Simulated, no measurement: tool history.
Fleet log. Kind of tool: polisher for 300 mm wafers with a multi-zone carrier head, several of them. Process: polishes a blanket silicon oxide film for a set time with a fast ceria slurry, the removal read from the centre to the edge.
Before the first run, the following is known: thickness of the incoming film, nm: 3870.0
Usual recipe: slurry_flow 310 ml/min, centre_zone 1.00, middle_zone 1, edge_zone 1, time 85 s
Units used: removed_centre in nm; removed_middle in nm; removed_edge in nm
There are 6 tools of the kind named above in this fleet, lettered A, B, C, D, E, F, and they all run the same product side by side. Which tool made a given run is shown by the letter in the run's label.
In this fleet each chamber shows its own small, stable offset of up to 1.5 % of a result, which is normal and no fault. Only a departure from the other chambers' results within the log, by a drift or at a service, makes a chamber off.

| run | day | slurry_flow | centre_zone | middle_zone | edge_zone | time | wafers polished on this pad | hours since the slurry nozzle was cleaned | hours since the centre zone pressure was calibrated | hours since the edge zone pressure was calibrated | removed_centre | removed_middle | removed_edge |
|---|---|---|---|---|---|---|---|---|---|---|---|---|---|
| 1A | 0.129 | 310 | 1.00 | 1 | 1 | 85 | 565 | 283.6 | 333.9 | 774.4 | 1161.10 | 1175.8 | 1148.0 |
| 2D | 0.267 | 310 | 1.00 | 1 | 1 | 85 | 79 | 183.8 | 259.9 | 558.1 | 1136.80 | 1163.0 | 1146.6 |
|  | 0.296 | chamber B: worn pad replaced by a new one |
| 3C | 0.425 | 310 | 1.00 | 1 | 1 | 85 | 121 | 270.4 | 399.9 | 213.1 | 1174.00 | 1157.0 | 1146.7 |
| 4E | 0.708 | 310 | 1.00 | 1 | 1 | 85 | 564 | 579.9 | 313.0 | 85.4 | 1130.40 | 1165.9 | 1154.2 |
|  | 0.792 | chamber A: centre zone pressure recalibrated |
| 5F | 0.975 | 310 | 1.00 | 1 | 1 | 85 | 275 | 226.4 | 395.2 | 275.7 | 1157.40 | 1147.0 | 1131.5 |
| 6B | 1.179 | 310 | 1.00 | 1 | 1 | 85 | 200 | 388.5 | 399.0 | 856.9 | 1163.40 | 1157.5 | 1118.7 |
| 7C | 1.412 | 310 | 1.10 | 1 | 1 | 85 | 344 | 294.1 | 423.6 | 236.8 | 1289.80 | 1168.2 | 1161.0 |
| 8D | 1.571 | 310 | 1.10 | 1 | 1 | 85 | 374 | 215.1 | 291.2 | 589.4 | 1276.70 | 1159.9 | 1158.2 |
| 9F | 1.704 | 310 | 1.10 | 1 | 1 | 85 | 440 | 243.9 | 412.7 | 293.2 | 1268.10 | 1143.7 | 1167.6 |
| 10B | 1.962 | 310 | 1.10 | 1 | 1 | 85 | 377 | 407.3 | 417.8 | 875.7 | 1257.00 | 1129.8 | 1139.1 |
| 11A | 2.242 | 310 | 1.10 | 1 | 1 | 85 | 1042 | 334.3 | 34.9 | 825.1 | 1309.60 | 1157.0 | 1141.8 |
| 12E | 2.521 | 310 | 1.10 | 1 | 1 | 85 | 974 | 623.4 | 356.5 | 128.9 | 1263.60 | 1147.9 | 1162.6 |
| 13D | 2.738 | 310 | 1.00 | 1 | 1 | 85 | 638 | 243.1 | 319.2 | 617.4 | 1122.60 | 1150.3 | 1171.8 |
|  | 2.958 | chamber D: edge zone pressure recalibrated |
| 14B | 3.021 | 310 | 1.00 | 1 | 1 | 85 | 616 | 432.7 | 443.2 | 901.1 | 1136.90 | 1155.4 | 1158.4 |
| 15E | 3.279 | 310 | 1.00 | 1 | 1 | 85 | 1145 | 641.6 | 374.7 | 147.1 | 1111.40 | 1134.6 | 1138.2 |
| 16F | 3.550 | 310 | 1.00 | 1 | 1 | 85 | 858 | 288.2 | 457.0 | 337.5 | 1157.10 | 1122.4 | 1159.5 |
|  | 3.792 | chamber C: worn pad replaced by a new one |
| 17A | 3.808 | 360 | 0.92 | 1 | 1 | 85 | 1397 | 371.9 | 72.5 | 862.7 | 1043.40 | 1185.2 | 1175.1 |
| 18C | 3.962 | 360 | 0.92 | 1 | 1 | 85 | 39 | 355.3 | 484.8 | 298.0 | 1065.60 | 1167.9 | 1136.7 |
| 19C | 4.104 | 360 | 0.92 | 1 | 1 | 85 | 71 | 358.7 | 488.2 | 301.4 | 1076.50 | 1161.8 | 1200.1 |
| 20F | 4.358 | 360 | 0.92 | 1 | 1 | 85 | 1040 | 307.6 | 476.4 | 356.9 | 1067.90 | 1154.5 | 1137.0 |
|  | 4.408 | chamber A: worn pad replaced by a new one |
| 21D | 4.562 | 360 | 0.92 | 1 | 1 | 85 | 1051 | 286.9 | 363.0 | 38.6 | 1042.50 | 1157.2 | 1183.4 |
| 22B | 4.704 | 360 | 0.92 | 1 | 1 | 85 | 997 | 473.1 | 483.6 | 941.5 | 1058.10 | 1152.5 | 1154.7 |
|  | 4.783 | chamber F: worn pad replaced by a new one |
| 23A | 4.954 | 310 | 1.00 | 1 | 1 | 85 | 123 | 399.4 | 100.0 | 890.2 | 1139.40 | 1165.6 | 1178.0 |
| 24E | 5.125 | 310 | 1.00 | 1 | 1 | 85 | 1563 | 685.9 | 419.0 | 191.4 | 1100.20 | 1097.6 | 1109.3 |
|  | 5.321 | chamber B: worn pad replaced by a new one |
| 25D | 5.354 | 310 | 1.00 | 1 | 1 | 85 | 1230 | 305.9 | 382.0 | 57.6 | 1120.60 | 1149.0 | 1170.4 |
| 26A | 5.571 | 310 | 1.00 | 1 | 1 | 85 | 263 | 414.2 | 114.8 | 905.0 | 1182.00 | 1166.2 | 1191.0 |
| 27E | 5.750 | 310 | 1.00 | 1 | 1 | 85 | 1704 | 700.9 | 434.0 | 206.4 | 1059.10 | 1085.6 | 1094.7 |
| 28F | 5.958 | 310 | 1.00 | 1 | 1 | 85 | 266 | 346.0 | 514.8 | 395.3 | 1128.10 | 1159.9 | 1125.2 |
| 29C | 6.125 | 310 | 1.00 | 1 | 1 | 106 | 528 | 407.2 | 536.7 | 349.9 | 1421.70 | 1454.7 | 1397.2 |
|  | 6.304 | chamber D: worn pad replaced by a new one |
| 30B | 6.317 | 310 | 1.00 | 1 | 1 | 106 | 225 | 511.8 | 522.3 | 980.2 | 1443.20 | 1423.8 | 1411.7 |
| 31D | 6.525 | 310 | 1.00 | 1 | 1 | 106 | 50 | 334.0 | 410.1 | 85.7 | 1411.10 | 1450.5 | 1428.3 |
| 32B | 6.671 | 310 | 1.00 | 1 | 1 | 106 | 305 | 520.3 | 530.8 | 988.7 | 1429.10 | 1431.7 | 1419.2 |
| 33E | 6.942 | 310 | 1.00 | 1 | 1 | 106 | 1974 | 729.5 | 462.6 | 235.0 | 1286.80 | 1325.8 | 1323.1 |
| 34F | 7.083 | 310 | 1.00 | 1 | 1 | 106 | 520 | 373.0 | 541.8 | 422.3 | 1430.70 | 1436.5 | 1425.9 |
| 35A | 7.292 | 310 | 1.00 | 1 | 1 | 85 | 652 | 455.5 | 156.1 | 946.3 | 1165.10 | 1167.6 | 1162.3 |
| 36C | 7.433 | 310 | 1.00 | 1 | 1 | 85 | 824 | 438.6 | 568.1 | 381.3 | 1143.10 | 1157.1 | 1177.1 |
|  | 7.567 | chamber C: worn pad replaced by a new one |
| 37A | 7.592 | 310 | 1.00 | 1 | 1 | 85 | 720 | 462.7 | 163.3 | 953.5 | 1159.80 | 1164.8 | 1155.2 |
|  | 7.817 | chamber B: slurry nozzle cleaned |
| 38E | 7.838 | 310 | 1.00 | 1 | 1 | 85 | 2176 | 751.0 | 484.1 | 256.5 | 1038.00 | 1046.0 | 1062.7 |
| 39F | 8.042 | 310 | 1.00 | 1 | 1 | 85 | 737 | 396.0 | 564.8 | 445.3 | 1152.20 | 1141.1 | 1136.5 |
| 40C | 8.229 | 310 | 1.00 | 1 | 1 | 85 | 150 | 457.7 | 587.2 | 400.4 | 1131.00 | 1177.1 | 1150.7 |
| 41B | 8.488 | 310 | 1.00 | 1 | 1 | 85 | 716 | 16.1 | 574.4 | 1032.3 | 1113.40 | 1147.9 | 1153.2 |

Which is it: a chamber that has drifted or been left off by a service, a gauge drift common to all chambers, or only each chamber's usual small offset? If a chamber is off, name it and its likeliest cause.

Chamber E drifts away from the others.
Likeliest cause: removal rate lost through wear of the pad, % = 11.1.

Chamber E could run next with any of the 4 candidate recipes listed below; each alters the usual settings, and their results appear as question marks. Which one brings its results back in line with what the other chambers deliver on the usual settings?
In line means no further than this from the other chambers' mean on the usual settings: removed_centre 47.00 nm; removed_middle 35.00 nm; removed_edge 60.00 nm
| 42E-1 | 8.692 | 315 | 1.02 | 1.01 | 0.99 | 95 |  |  |  |  | ? | ? | ? |
| 42E-2 | 8.692 | 305 | 0.99 | 1.00 | 1.00 | 76 |  |  |  |  | ? | ? | ? |
| 42E-3 | 8.692 | 310 | 1.01 | 1.00 | 1.00 | 90 |  |  |  |  | ? | ? | ? |
| 42E-4 | 8.692 | 310 | 0.99 | 1.00 | 1.00 | 80 |  |  |  |  | ? | ? | ? |

What the other chambers average on the usual settings: removed_centre 1147.10 nm; removed_middle 1152.70 nm; removed_edge 1153.80 nm
| run | removed_centre | removed_middle | removed_edge |
|---|---|---|---|
| 42E-1 | 1148.80 | 1158.80 | 1153.40 |
| 42E-2 | 886.19 | 915.96 | 925.70 |
| 42E-3 | 1074.70 | 1086.20 | 1097.50 |
| 42E-4 | 934.40 | 965.62 | 975.54 |
With 42E-1, the chamber falls back in line with the rest.
